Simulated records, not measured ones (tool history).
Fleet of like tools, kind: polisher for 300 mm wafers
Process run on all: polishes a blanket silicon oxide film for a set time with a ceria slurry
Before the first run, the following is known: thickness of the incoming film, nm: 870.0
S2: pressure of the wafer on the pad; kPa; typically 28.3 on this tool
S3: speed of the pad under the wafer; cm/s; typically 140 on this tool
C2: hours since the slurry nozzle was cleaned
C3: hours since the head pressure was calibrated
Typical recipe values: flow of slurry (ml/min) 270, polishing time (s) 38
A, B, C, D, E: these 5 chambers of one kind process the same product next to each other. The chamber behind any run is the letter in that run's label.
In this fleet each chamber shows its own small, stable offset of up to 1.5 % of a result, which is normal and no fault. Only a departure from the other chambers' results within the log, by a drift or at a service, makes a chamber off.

-- hour=3.2 chamber C: head pressure recalibrated
-- hour=4.1 chamber D: worn pad replaced by a new one
-- hour=4.2 chamber E: worn pad replaced by a new one
run 1A hour=4.3 | flow_of_slurry_(ml/min)=270 S2=28.3 S3=140 polishing_time_(s)=38 | wafers_polished_on_this_pad=291 C2=124.5 C3=268.3 | film_removed_(nm)=324.83
run 2D hour=8.9 | flow_of_slurry_(ml/min)=270 S2=28.3 S3=140 polishing_time_(s)=38 | wafers_polished_on_this_pad=70 C2=505.8 C3=882.0 | film_removed_(nm)=325.79
run 3E hour=14.5 | flow_of_slurry_(ml/min)=270 S2=28.3 S3=140 polishing_time_(s)=38 | wafers_polished_on_this_pad=149 C2=24.7 C3=203.6 | film_removed_(nm)=319.45
run 4B hour=18.0 | flow_of_slurry_(ml/min)=270 S2=28.3 S3=140 polishing_time_(s)=38 | wafers_polished_on_this_pad=743 C2=232.8 C3=881.2 | film_removed_(nm)=320.79
-- hour=19.2 chamber B: worn pad replaced by a new one
-- hour=19.6 chamber A: worn pad replaced by a new one
run 5C hour=21.0 | flow_of_slurry_(ml/min)=270 S2=28.3 S3=156 polishing_time_(s)=30 | wafers_polished_on_this_pad=615 C2=285.1 C3=17.9 | film_removed_(nm)=279.61
run 6D hour=25.5 | flow_of_slurry_(ml/min)=270 S2=28.3 S3=156 polishing_time_(s)=30 | wafers_polished_on_this_pad=312 C2=522.4 C3=898.6 | film_removed_(nm)=283.84
run 7A hour=28.1 | flow_of_slurry_(ml/min)=270 S2=28.3 S3=156 polishing_time_(s)=30 | wafers_polished_on_this_pad=124 C2=148.3 C3=292.1 | film_removed_(nm)=282.74
-- hour=30.2 chamber D: slurry nozzle cleaned
run 8C hour=31.4 | flow_of_slurry_(ml/min)=270 S2=28.3 S3=156 polishing_time_(s)=30 | wafers_polished_on_this_pad=767 C2=295.5 C3=28.3 | film_removed_(nm)=280.70
run 9E hour=35.3 | flow_of_slurry_(ml/min)=270 S2=28.3 S3=156 polishing_time_(s)=30 | wafers_polished_on_this_pad=452 C2=45.5 C3=224.4 | film_removed_(nm)=279.15
-- hour=40.4 chamber C: worn pad replaced by a new one
run 10B hour=40.9 | flow_of_slurry_(ml/min)=270 S2=28.3 S3=140 polishing_time_(s)=38 | wafers_polished_on_this_pad=316 C2=255.7 C3=904.1 | film_removed_(nm)=326.14
run 11B hour=46.6 | flow_of_slurry_(ml/min)=270 S2=28.3 S3=140 polishing_time_(s)=38 | wafers_polished_on_this_pad=399 C2=261.4 C3=909.8 | film_removed_(nm)=329.34
run 12C hour=50.8 | flow_of_slurry_(ml/min)=270 S2=28.3 S3=140 polishing_time_(s)=38 | wafers_polished_on_this_pad=152 C2=314.9 C3=47.7 | film_removed_(nm)=321.04
-- hour=53.0 chamber D: worn pad replaced by a new one
-- hour=54.4 chamber C: slurry nozzle cleaned
run 13A hour=55.2 | flow_of_slurry_(ml/min)=270 S2=28.3 S3=140 polishing_time_(s)=38 | wafers_polished_on_this_pad=519 C2=175.4 C3=319.2 | film_removed_(nm)=320.98
run 14E hour=57.9 | flow_of_slurry_(ml/min)=270 S2=28.3 S3=140 polishing_time_(s)=38 | wafers_polished_on_this_pad=781 C2=68.1 C3=247.0 | film_removed_(nm)=320.18
run 15D hour=62.4 | flow_of_slurry_(ml/min)=270 S2=28.3 S3=140 polishing_time_(s)=38 | wafers_polished_on_this_pad=138 C2=32.3 C3=935.5 | film_removed_(nm)=321.59
run 16D hour=66.1 | flow_of_slurry_(ml/min)=270 S2=28.3 S3=140 polishing_time_(s)=38 | wafers_polished_on_this_pad=192 C2=36.0 C3=939.2 | film_removed_(nm)=321.11
-- hour=66.4 chamber A: worn pad replaced by a new one
run 17E hour=71.2 | flow_of_slurry_(ml/min)=270 S2=28.3 S3=140 polishing_time_(s)=38 | wafers_polished_on_this_pad=975 C2=81.4 C3=260.3 | film_removed_(nm)=320.00
-- hour=71.5 chamber B: worn pad replaced by a new one
run 18B hour=74.0 | flow_of_slurry_(ml/min)=270 S2=28.3 S3=140 polishing_time_(s)=38 | wafers_polished_on_this_pad=37 C2=288.8 C3=937.2 | film_removed_(nm)=328.52
run 19A hour=77.2 | flow_of_slurry_(ml/min)=270 S2=28.3 S3=140 polishing_time_(s)=38 | wafers_polished_on_this_pad=157 C2=197.4 C3=341.2 | film_removed_(nm)=321.88
run 20C hour=80.9 | flow_of_slurry_(ml/min)=270 S2=28.3 S3=140 polishing_time_(s)=38 | wafers_polished_on_this_pad=590 C2=26.5 C3=77.8 | film_removed_(nm)=316.00
run 21A hour=84.7 | flow_of_slurry_(ml/min)=355 S2=32.4 S3=140 polishing_time_(s)=38 | wafers_polished_on_this_pad=266 C2=204.9 C3=348.7 | film_removed_(nm)=375.06
run 22B hour=88.9 | flow_of_slurry_(ml/min)=355 S2=32.4 S3=140 polishing_time_(s)=38 | wafers_polished_on_this_pad=253 C2=303.7 C3=952.1 | film_removed_(nm)=380.19
run 23E hour=91.5 | flow_of_slurry_(ml/min)=355 S2=32.4 S3=140 polishing_time_(s)=38 | wafers_polished_on_this_pad=1270 C2=101.7 C3=280.6 | film_removed_(nm)=376.70
-- hour=92.7 chamber D: worn pad replaced by a new one
run 24D hour=94.8 | flow_of_slurry_(ml/min)=355 S2=32.4 S3=140 polishing_time_(s)=38 | wafers_polished_on_this_pad=30 C2=64.7 C3=967.9 | film_removed_(nm)=373.72
-- hour=99.7 chamber C: worn pad replaced by a new one
run 25C hour=99.7 | flow_of_slurry_(ml/min)=355 S2=32.4 S3=140 polishing_time_(s)=38 | wafers_polished_on_this_pad=0 C2=45.3 C3=96.6 | film_removed_(nm)=381.58
run 26E hour=103.9 | flow_of_slurry_(ml/min)=270 S2=28.3 S3=140 polishing_time_(s)=38 | wafers_polished_on_this_pad=1451 C2=114.1 C3=293.0 | film_removed_(nm)=317.32
-- hour=107.2 chamber E: worn pad replaced by a new one
run 27C hour=107.4 | flow_of_slurry_(ml/min)=270 S2=28.3 S3=140 polishing_time_(s)=38 | wafers_polished_on_this_pad=112 C2=53.0 C3=104.3 | film_removed_(nm)=319.03
-- hour=109.7 chamber A: worn pad replaced by a new one
run 28B hour=111.6 | flow_of_slurry_(ml/min)=270 S2=28.3 S3=140 polishing_time_(s)=38 | wafers_polished_on_this_pad=584 C2=326.4 C3=974.8 | film_removed_(nm)=326.44
-- hour=114.9 chamber B: worn pad replaced by a new one
run 29D hour=117.1 | flow_of_slurry_(ml/min)=270 S2=28.3 S3=140 polishing_time_(s)=38 | wafers_polished_on_this_pad=355 C2=87.0 C3=990.2 | film_removed_(nm)=321.29
run 30A hour=121.5 | flow_of_slurry_(ml/min)=270 S2=28.3 S3=140 polishing_time_(s)=38 | wafers_polished_on_this_pad=172 C2=241.7 C3=385.5 | film_removed_(nm)=310.47
run 31B hour=126.3 | flow_of_slurry_(ml/min)=270 S2=28.3 S3=140 polishing_time_(s)=38 | wafers_polished_on_this_pad=166 C2=341.1 C3=989.5 | film_removed_(nm)=325.63
run 32A hour=130.8 | flow_of_slurry_(ml/min)=270 S2=28.3 S3=140 polishing_time_(s)=38 | wafers_polished_on_this_pad=307 C2=251.0 C3=394.8 | film_removed_(nm)=312.10
-- hour=134.4 chamber D: worn pad replaced by a new one
run 33D hour=135.6 | flow_of_slurry_(ml/min)=270 S2=28.3 S3=140 polishing_time_(s)=38 | wafers_polished_on_this_pad=18 C2=105.5 C3=1008.7 | film_removed_(nm)=318.77
run 34E hour=139.9 | flow_of_slurry_(ml/min)=270 S2=28.3 S3=140 polishing_time_(s)=38 | wafers_polished_on_this_pad=476 C2=150.1 C3=329.0 | film_removed_(nm)=317.52
run 35C hour=143.9 | flow_of_slurry_(ml/min)=270 S2=28.3 S3=140 polishing_time_(s)=38 | wafers_polished_on_this_pad=643 C2=89.5 C3=140.8 | film_removed_(nm)=320.20
run 36C hour=147.7 | flow_of_slurry_(ml/min)=270 S2=37.2 S3=162 polishing_time_(s)=38 | wafers_polished_on_this_pad=698 C2=93.3 C3=144.6 | film_removed_(nm)=490.51
run 37E hour=151.1 | flow_of_slurry_(ml/min)=270 S2=37.2 S3=162 polishing_time_(s)=38 | wafers_polished_on_this_pad=639 C2=161.3 C3=340.2 | film_removed_(nm)=486.40
run 38B hour=153.9 | flow_of_slurry_(ml/min)=270 S2=37.2 S3=162 polishing_time_(s)=38 | wafers_polished_on_this_pad=568 C2=368.7 C3=1017.1 | film_removed_(nm)=493.17

For the next run the whole fleet of 5 chambers uses the same settings. Give each chamber's results:
run 39A hour=158.0 | flow_of_slurry_(ml/min)=270 S2=28.3 S3=140 polishing_time_(s)=50 | film_removed_(nm)=?
run 39B hour=158.0 | flow_of_slurry_(ml/min)=270 S2=28.3 S3=140 polishing_time_(s)=50 | film_removed_(nm)=?
run 39C hour=158.0 | flow_of_slurry_(ml/min)=270 S2=28.3 S3=140 polishing_time_(s)=50 | film_removed_(nm)=?
run 39D hour=158.0 | flow_of_slurry_(ml/min)=270 S2=28.3 S3=140 polishing_time_(s)=50 | film_removed_(nm)=?
run 39E hour=158.0 | flow_of_slurry_(ml/min)=270 S2=28.3 S3=140 polishing_time_(s)=50 | film_removed_(nm)=?

run=39A film_removed_(nm)=395.12
run=39B film_removed_(nm)=425.29
run=39C film_removed_(nm)=422.25
run=39D film_removed_(nm)=420.05
run=39E film_removed_(nm)=423.96
